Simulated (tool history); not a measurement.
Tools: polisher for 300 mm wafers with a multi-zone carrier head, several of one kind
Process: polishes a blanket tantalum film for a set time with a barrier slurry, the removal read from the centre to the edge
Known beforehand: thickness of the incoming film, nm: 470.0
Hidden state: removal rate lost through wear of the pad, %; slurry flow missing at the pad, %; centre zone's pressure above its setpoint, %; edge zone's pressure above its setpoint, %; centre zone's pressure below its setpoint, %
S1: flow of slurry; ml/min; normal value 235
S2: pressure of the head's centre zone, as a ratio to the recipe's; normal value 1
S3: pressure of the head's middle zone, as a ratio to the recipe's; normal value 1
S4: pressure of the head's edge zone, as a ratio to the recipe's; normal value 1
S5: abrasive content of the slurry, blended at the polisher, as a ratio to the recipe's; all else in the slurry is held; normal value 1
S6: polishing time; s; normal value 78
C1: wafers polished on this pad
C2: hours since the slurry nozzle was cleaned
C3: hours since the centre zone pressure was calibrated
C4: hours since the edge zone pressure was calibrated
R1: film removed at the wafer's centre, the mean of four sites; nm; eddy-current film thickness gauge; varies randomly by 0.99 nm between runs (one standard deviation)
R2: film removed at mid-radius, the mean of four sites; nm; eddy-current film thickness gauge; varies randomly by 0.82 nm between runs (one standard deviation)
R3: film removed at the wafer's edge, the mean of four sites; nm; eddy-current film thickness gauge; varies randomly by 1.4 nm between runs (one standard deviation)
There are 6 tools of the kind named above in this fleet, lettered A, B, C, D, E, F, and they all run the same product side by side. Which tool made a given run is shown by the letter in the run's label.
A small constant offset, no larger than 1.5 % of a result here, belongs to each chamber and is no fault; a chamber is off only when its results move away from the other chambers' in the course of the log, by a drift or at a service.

| run | day | S1 | S2 | S3 | S4 | S5 | S6 | C1 | C2 | C3 | C4 | R1 | R2 | R3 |
|---|---|---|---|---|---|---|---|---|---|---|---|---|---|---|
| 1C | 0.383 | 235 | 1 | 1 | 1 | 1 | 78 | 646 | 165.3 | 333.1 | 336.3 | 102.84 | 100.68 | 101.78 |
|  | 0.417 | chamber C: worn pad replaced by a new one |
|  | 0.596 | chamber B: slurry nozzle cleaned |
|  | 0.792 | chamber E: worn pad replaced by a new one |
| 2A | 0.846 | 235 | 1 | 1 | 1 | 1 | 78 | 1076 | 381.7 | 289.9 | 849.7 | 99.26 | 99.371 | 99.221 |
| 3B | 1.121 | 235 | 1 | 1 | 1 | 1 | 78 | 835 | 12.6 | 297.5 | 595.7 | 98.046 | 99.919 | 95.712 |
|  | 1.138 | chamber A: worn pad replaced by a new one |
| 4D | 1.542 | 235 | 1 | 1 | 1 | 1 | 78 | 714 | 838.1 | 332.6 | 866.7 | 99.481 | 99.622 | 102.13 |
|  | 1.704 | chamber E: slurry nozzle cleaned |
| 5E | 1.854 | 235 | 1 | 1 | 1 | 1 | 78 | 294 | 3.6 | 212.4 | 777.1 | 101.29 | 101.76 | 101.93 |
|  | 1.992 | chamber D: slurry nozzle cleaned |
|  | 2.088 | chamber F: slurry nozzle cleaned |
| 6F | 2.212 | 235 | 1 | 1 | 1 | 1 | 78 | 866 | 3 | 680.3 | 536.6 | 99.876 | 100.94 | 98.417 |
|  | 2.429 | chamber A: centre zone pressure recalibrated |
| 7A | 2.7 | 235 | 1 | 1 | 1 | 1 | 78 | 433 | 426.2 | 6.5 | 894.2 | 100.53 | 99.62 | 102.67 |
|  | 2.85 | chamber B: worn pad replaced by a new one |
| 8F | 3.142 | 235 | 1 | 1 | 1 | 1 | 78 | 1124 | 25.3 | 702.6 | 558.9 | 100.24 | 100.21 | 100.46 |
|  | 3.217 | chamber C: worn pad replaced by a new one |
|  | 3.342 | chamber E: worn pad replaced by a new one |
|  | 3.596 | chamber D: worn pad replaced by a new one |
| 9D | 3.6 | 235 | 1 | 1 | 1 | 1 | 78 | 1 | 38.7 | 382 | 916.1 | 100.35 | 100.21 | 100.72 |
|  | 3.979 | chamber F: worn pad replaced by a new one |
| 10E | 4.033 | 235 | 1 | 1 | 1 | 1 | 78 | 192 | 55.9 | 264.7 | 829.4 | 101.62 | 100.88 | 100.29 |
| 11C | 4.504 | 235 | 1 | 1 | 1 | 1 | 78 | 358 | 264.2 | 432 | 435.2 | 101.37 | 99.612 | 99.943 |
| 12B | 4.904 | 235 | 1 | 1 | 1 | 1.25 | 59 | 570 | 103.4 | 388.3 | 686.5 | 79.655 | 81.639 | 80.941 |
| 13C | 5.354 | 235 | 1 | 1 | 1 | 1.25 | 59 | 593 | 284.6 | 452.4 | 455.6 | 80.422 | 80.636 | 79.322 |
|  | 5.675 | chamber A: worn pad replaced by a new one |
|  | 5.729 | chamber C: worn pad replaced by a new one |
| 14F | 5.771 | 235 | 1 | 1 | 1 | 1.25 | 59 | 498 | 88.4 | 765.7 | 622 | 81.235 | 81.478 | 81.469 |
| 15B | 6.117 | 235 | 1 | 1 | 1 | 1.25 | 59 | 906 | 132.5 | 417.4 | 715.6 | 80.597 | 80.129 | 77.442 |
|  | 6.358 | chamber E: worn pad replaced by a new one |
| 16A | 6.579 | 235 | 1 | 1 | 1 | 1.25 | 59 | 251 | 519.3 | 99.6 | 987.3 | 80.109 | 79.458 | 80.299 |
| 17E | 6.975 | 235 | 1 | 1 | 1 | 1.25 | 59 | 172 | 126.5 | 335.3 | 900 | 80.743 | 81.011 | 80.958 |
|  | 7.088 | chamber B: worn pad replaced by a new one |
|  | 7.15 | chamber D: worn pad replaced by a new one |
| 18D | 7.4 | 235 | 1 | 1 | 1 | 1 | 78 | 70 | 129.9 | 473.2 | 1007.3 | 98.125 | 98.587 | 101.66 |
| 19F | 7.646 | 235 | 1 | 1 | 1 | 1 | 78 | 1018 | 133.4 | 810.7 | 667 | 100.69 | 100.55 | 101.46 |
| 20A | 8.062 | 235 | 1 | 1 | 1 | 1 | 78 | 663 | 554.9 | 135.2 | 1022.9 | 101.52 | 99.263 | 101.43 |
|  | 8.367 | chamber A: edge zone pressure recalibrated |
|  | 8.388 | chamber F: worn pad replaced by a new one |
| 21E | 8.438 | 235 | 1 | 1 | 1 | 1 | 78 | 577 | 161.6 | 370.4 | 935.1 | 100.15 | 101.38 | 98.62 |
| 22D | 8.679 | 235 | 1 | 1 | 1 | 1 | 78 | 424 | 160.6 | 503.9 | 1038 | 100.67 | 99.76 | 100.89 |
|  | 8.725 | chamber C: worn pad replaced by a new one |
| 23C | 8.942 | 235 | 1 | 1 | 1 | 1 | 78 | 60 | 370.7 | 538.5 | 541.7 | 101.56 | 99.396 | 101.93 |
|  | 8.954 | chamber E: worn pad replaced by a new one |
|  | 9.108 | chamber C: slurry nozzle cleaned |
| 24B | 9.271 | 235 | 1 | 1 | 1 | 1 | 78 | 606 | 208.2 | 493.1 | 791.3 | 101.5 | 100.75 | 98.333 |
| 25D | 9.692 | 235 | 1 | 1 | 1 | 1 | 78 | 705 | 184.9 | 528.2 | 1062.3 | 100.88 | 100.14 | 102.3 |
|  | 9.792 | chamber A: worn pad replaced by a new one |
| 26E | 9.946 | 235 | 1 | 1 | 1 | 1 | 78 | 275 | 197.8 | 406.6 | 971.3 | 100.2 | 102.08 | 99.109 |
| 27F | 10.229 | 235 | 1 | 1 | 1 | 1 | 78 | 511 | 195.4 | 872.7 | 729 | 100.29 | 101.04 | 98.477 |
|  | 10.271 | chamber B: edge zone pressure recalibrated |
|  | 10.533 | chamber B: slurry nozzle cleaned |
| 28B | 10.675 | 235 | 1 | 1 | 1 | 1 | 78 | 996 | 3.4 | 526.8 | 9.7 | 100.62 | 99.242 | 99.857 |
|  | 11.079 | chamber B: worn pad replaced by a new one |
|  | 11.096 | chamber F: slurry nozzle cleaned |
| 29C | 11.171 | 235 | 1 | 1 | 1 | 1 | 78 | 679 | 49.6 | 592 | 595.2 | 100.33 | 100.74 | 99.544 |
|  | 11.312 | chamber D: worn pad replaced by a new one |
|  | 11.429 | chamber C: worn pad replaced by a new one |
| 30A | 11.592 | 235 | 1 | 1 | 1 | 1 | 78 | 499 | 639.6 | 219.9 | 77.4 | 100.17 | 99.662 | 101.1 |
|  | 11.875 | chamber C: centre zone pressure recalibrated |
| 31E | 11.942 | 235 | 1 | 1 | 1 | 1 | 78 | 829 | 245.7 | 454.5 | 1019.2 | 100.48 | 101.33 | 101.18 |
| 32C | 12.217 | 235 | 1.11 | 1 | 1 | 1 | 78 | 218 | 74.7 | 8.2 | 620.3 | 113.52 | 99.825 | 100.97 |
| 33A | 12.625 | 235 | 1.11 | 1 | 1 | 1 | 78 | 786 | 664.4 | 244.7 | 102.2 | 111.18 | 99.242 | 101.77 |
|  | 12.804 | chamber F: worn pad replaced by a new one |
| 34D | 12.958 | 235 | 1.11 | 1 | 1 | 1 | 78 | 457 | 263.3 | 606.6 | 1140.7 | 110.93 | 101.52 | 103.27 |
| 35B | 13.254 | 235 | 1.11 | 1 | 1 | 1 | 78 | 604 | 65.3 | 588.7 | 71.6 | 110.91 | 100.27 | 98.012 |
| 36F | 13.546 | 235 | 1.11 | 1 | 1 | 1 | 78 | 206 | 58.8 | 952.3 | 808.6 | 110.52 | 102.13 | 99.075 |

The same settings go to every chamber for the next run, one line per chamber below. Forecast the results for each:
| 37A | 13.929 | 310 | 1 | 1 | 1 | 1 | 78 |  |  |  |  | ? | ? | ? |
| 37B | 13.929 | 310 | 1 | 1 | 1 | 1 | 78 |  |  |  |  | ? | ? | ? |
| 37C | 13.929 | 310 | 1 | 1 | 1 | 1 | 78 |  |  |  |  | ? | ? | ? |
| 37D | 13.929 | 310 | 1 | 1 | 1 | 1 | 78 |  |  |  |  | ? | ? | ? |
| 37E | 13.929 | 310 | 1 | 1 | 1 | 1 | 78 |  |  |  |  | ? | ? | ? |
| 37F | 13.929 | 310 | 1 | 1 | 1 | 1 | 78 |  |  |  |  | ? | ? | ? |

| run | R1 | R2 | R3 |
|---|---|---|---|
| 37A | 102.13 | 102.04 | 103.94 |
| 37B | 103.4 | 104.92 | 103.59 |
| 37C | 104.55 | 103.16 | 104.05 |
| 37D | 103.92 | 101.6 | 105.65 |
| 37E | 106.19 | 103.61 | 102.7 |
| 37F | 104.27 | 104.81 | 101.54 |
